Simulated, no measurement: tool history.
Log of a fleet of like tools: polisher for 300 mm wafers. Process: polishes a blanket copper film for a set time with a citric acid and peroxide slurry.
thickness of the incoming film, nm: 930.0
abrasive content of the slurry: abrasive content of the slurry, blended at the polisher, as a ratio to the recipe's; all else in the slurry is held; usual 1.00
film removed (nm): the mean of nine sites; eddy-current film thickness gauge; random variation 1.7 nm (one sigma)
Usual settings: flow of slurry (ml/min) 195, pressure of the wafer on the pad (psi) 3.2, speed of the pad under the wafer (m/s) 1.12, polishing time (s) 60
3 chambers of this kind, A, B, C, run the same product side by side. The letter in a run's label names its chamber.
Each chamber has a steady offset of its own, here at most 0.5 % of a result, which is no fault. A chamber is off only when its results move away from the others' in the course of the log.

run   hour  flow of slurry (ml/min)  pressure of the wafer on the pad (psi)  speed of the pad under the wafer (m/s)  abrasive content of the slurry  polishing time (s)  wafers polished on this pad  hours since the slurry nozzle was cleaned  hours since the head pressure was calibrated  hours since the slurry blender was calibrated  film removed (nm)
      10.6  -- chamber C: worn pad replaced by a new one
 1A   13.0                      195                                     3.2                                    1.12                            1.00                  60                         1044                                      306.5                                         258.7                                          180.3             145.01
 2C   26.0                      195                                     3.2                                    1.12                            1.00                  60                          158                                      188.3                                         995.4                                          122.8             144.03
 3B   36.7                      195                                     3.2                                    1.12                            1.00                  60                          404                                      108.1                                         283.7                                           55.6             144.75
      39.2  -- chamber C: head pressure recalibrated
 4B   49.3                      195                                     3.2                                    1.12                            1.00                  60                          534                                      120.7                                         296.3                                           68.2             145.70
      49.6  -- chamber A: worn pad replaced by a new one
      54.2  -- chamber C: slurry nozzle cleaned
 5A   59.1                      195                                     3.2                                    1.12                            1.00                  60                           98                                      352.6                                         304.8                                          226.4             142.92
 6C   73.3                      195                                     3.2                                    1.12                            1.00                  60                          643                                       19.2                                          34.2                                          170.1             144.69
 7A   79.9                      170                                     3.9                                    1.12                            1.00                  60                          311                                      373.4                                         325.6                                          247.2             170.65
 8B   89.7                      170                                     3.9                                    1.12                            1.00                  60                          948                                      161.1                                         336.7                                          108.6             172.25
 9C   97.7                      170                                     3.9                                    1.12                            1.00                  60                          893                                       43.6                                          58.6                                          194.5             172.19
10A  108.4                      195                                     3.2                                    1.12                            1.00                  60                          604                                      401.9                                         354.1                                          275.7             144.40
     111.2  -- chamber B: slurry blender recalibrated
11B  118.1                      195                                     3.2                                    1.12                            1.00                  60                         1240                                      189.5                                         365.1                                            6.9             143.23
12C  128.6                      195                                     3.2                                    1.12                            1.00                  60                         1211                                       74.5                                          89.5                                          225.4             142.36
     141.0  -- chamber B: worn pad replaced by a new one
13A  141.2                      195                                     3.2                                    1.12                            1.00                  60                          941                                      434.7                                         386.9                                          308.5             142.79
     141.6  -- chamber C: worn pad replaced by a new one
14C  149.4                      165                                     3.2                                    1.12                            1.00                  60                           80                                       95.3                                         110.3                                          246.2             141.50
15B  157.2                      165                                     3.2                                    1.12                            1.00                  60                          166                                      228.6                                         404.2                                           46.0             138.94
16C  166.4                      165                                     3.2                                    1.12                            1.00                  60                          255                                      112.3                                         127.3                                          263.2             140.01
17B  176.9                      195                                     3.2                                    1.12                            1.00                  60                          368                                      248.3                                         423.9                                           65.7             143.44
18A  184.6                      195                                     3.2                                    1.12                            0.85                  60                         1386                                      478.1                                         430.3                                          351.9             137.68
     185.4  -- chamber A: slurry nozzle cleaned
19B  194.1                      195                                     3.2                                    1.12                            0.85                  60                          545                                      265.5                                         441.1                                           82.9             139.72
     198.0  -- chamber A: worn pad replaced by a new one
20C  207.4                      195                                     3.2                                    1.12                            0.85                  60                          676                                      153.3                                         168.3                                          304.2             135.58
21A  220.4                      195                                     3.2                                    0.82                            1.00                  60                          229                                       35.0                                         466.1                                          387.7             103.87
     223.3  -- chamber B: slurry blender recalibrated
22B  229.5                      195                                     3.2                                    0.82                            1.00                  60                          908                                      300.9                                         476.5                                            6.3             109.53
     230.2  -- chamber C: slurry blender recalibrated
23C  243.7                      195                                     3.2                                    0.82                            1.00                  60                         1048                                      189.6                                         204.6                                           13.5             105.82
24A  254.1                      195                                     3.2                                    1.12                            1.00                  60                          575                                       68.7                                         499.8                                          421.4             146.32
     261.0  -- chamber C: worn pad replaced by a new one
     263.5  -- chamber C: slurry nozzle cleaned
25B  268.2                      195                                     3.2                                    1.12                            1.00                  60                         1305                                      339.6                                         515.2                                           45.0             143.68
26C  276.8                      195                                     3.2                                    1.12                            1.00                  60                          162                                       13.4                                         237.7                                           46.6             145.10
27A  285.9                      195                                     3.2                                    1.12                            1.00                  60                          902                                      100.5                                         531.6                                          453.2             140.50

What goes on in this fleet: one chamber off, a drifting gauge, or nothing beyond the chambers' own small offsets? Name the chamber and the cause, if any.

No chamber stands off beyond its own small offset, and the gauge holds steady.
